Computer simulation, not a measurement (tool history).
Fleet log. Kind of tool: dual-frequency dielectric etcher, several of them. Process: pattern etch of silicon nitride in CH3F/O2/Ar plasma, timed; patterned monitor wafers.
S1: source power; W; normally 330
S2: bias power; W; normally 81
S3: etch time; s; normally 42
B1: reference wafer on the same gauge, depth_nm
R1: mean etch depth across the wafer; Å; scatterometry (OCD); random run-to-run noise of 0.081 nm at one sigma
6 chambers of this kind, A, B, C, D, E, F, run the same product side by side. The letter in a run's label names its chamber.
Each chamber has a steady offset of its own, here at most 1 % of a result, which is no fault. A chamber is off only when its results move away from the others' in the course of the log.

run 1F hour=6.9 | S1=330 S2=81 S3=42 | B1=31.203 | R1=283.6
run 2C hour=14.3 | S1=330 S2=81 S3=42 | B1=31.189 | R1=284.65
run 3E hour=22.3 | S1=330 S2=81 S3=42 | B1=31.208 | R1=284.37
run 4D hour=27 | S1=330 S2=81 S3=42 | B1=31.21 | R1=284.01
run 5B hour=34.5 | S1=330 S2=81 S3=42 | B1=31.181 | R1=287.05
run 6A hour=40.8 | S1=330 S2=81 S3=42 | B1=31.203 | R1=286.38
run 7D hour=49.5 | S1=330 S2=81 S3=42 | B1=31.195 | R1=282.06
run 8E hour=56.3 | S1=330 S2=81 S3=42 | B1=31.214 | R1=286.93
run 9B hour=61.4 | S1=330 S2=81 S3=42 | B1=31.198 | R1=287.32
run 10A hour=70.9 | S1=390 S2=81 S3=42 | B1=31.191 | R1=304.85
run 11C hour=76.3 | S1=390 S2=81 S3=42 | B1=31.199 | R1=302.87
run 12F hour=84.7 | S1=390 S2=81 S3=42 | B1=31.201 | R1=300.98
run 13C hour=91.3 | S1=390 S2=81 S3=42 | B1=31.207 | R1=302.71
-- hour=93 chamber D: wet clean of the chamber
run 14D hour=98.3 | S1=390 S2=81 S3=42 | B1=31.186 | R1=290.84
run 15A hour=106 | S1=390 S2=81 S3=42 | B1=31.195 | R1=306.01
run 16F hour=111.8 | S1=370 S2=81 S3=42 | B1=31.21 | R1=295.78
run 17E hour=121.3 | S1=370 S2=81 S3=42 | B1=31.204 | R1=298.05
run 18B hour=131.2 | S1=370 S2=81 S3=42 | B1=31.191 | R1=299.65
run 19D hour=141.7 | S1=370 S2=81 S3=42 | B1=31.193 | R1=284.38
run 20C hour=149.3 | S1=370 S2=81 S3=42 | B1=31.197 | R1=295.93
run 21A hour=159.4 | S1=370 S2=81 S3=42 | B1=31.202 | R1=300.55
run 22B hour=168.9 | S1=330 S2=81 S3=42 | B1=31.187 | R1=287.28
run 23F hour=177.7 | S1=330 S2=81 S3=42 | B1=31.203 | R1=283.36
run 24E hour=182.6 | S1=330 S2=81 S3=42 | B1=31.189 | R1=284.79
run 25D hour=193.4 | S1=330 S2=81 S3=42 | B1=31.21 | R1=272.5
run 26B hour=204.1 | S1=330 S2=81 S3=42 | B1=31.189 | R1=286.9
run 27F hour=213.6 | S1=330 S2=81 S3=42 | B1=31.217 | R1=283.75
-- hour=218.1 chamber B: wet clean of the chamber
run 28A hour=219.3 | S1=330 S2=81 S3=42 | B1=31.183 | R1=286.87
run 29C hour=227.7 | S1=330 S2=81 S3=42 | B1=31.195 | R1=283.62
run 30E hour=232.6 | S1=330 S2=81 S3=42 | B1=31.176 | R1=284.9
run 31B hour=237.5 | S1=330 S2=81 S3=42 | B1=31.197 | R1=286.49
run 32E hour=246.2 | S1=330 S2=81 S3=42 | B1=31.19 | R1=283.88
run 33D hour=251.8 | S1=330 S2=81 S3=42 | B1=31.21 | R1=273.27
run 34F hour=257.7 | S1=330 S2=81 S3=42 | B1=31.207 | R1=281.72
run 35C hour=265.1 | S1=330 S2=81 S3=42 | B1=31.221 | R1=283.89
run 36A hour=272.2 | S1=400 S2=81 S3=42 | B1=31.2 | R1=310.69
run 37E hour=277 | S1=400 S2=81 S3=42 | B1=31.212 | R1=307.87

Read the log: is a single chamber off, either drifting away or since a service, is the gauge that measures every chamber drifting, or is nothing wrong beyond small per-chamber offsets? Name any odd chamber and what most likely caused it.

Chamber D has stood off from the others ever since a service on it.
Cause: etch rate under this chamber's usual, % = 3.85.

Chamber D could run next with any of the 4 candidate recipes listed below; each alters the usual settings, and their results appear as question marks. Which one brings its results back in line with what the other chambers deliver on the usual settings?
Allowed miss from the other chambers' usual-settings mean, per result, to count as in line: R1 2.8 Å
run 38D-1 hour=284.8 | S1=330 S2=81 S3=39 | R1=?
run 38D-2 hour=284.8 | S1=350 S2=86 S3=42 | R1=?
run 38D-3 hour=284.8 | S1=330 S2=80 S3=40.5 | R1=?
run 38D-4 hour=284.8 | S1=340 S2=82 S3=44.5 | R1=?

Other chambers, usual settings, mean: R1 285.12 Å
run=38D-1 R1=253.21
run=38D-2 R1=284.74
run=38D-3 R1=261.81
run=38D-4 R1=293.45
38D-2 brings the chamber back in line.
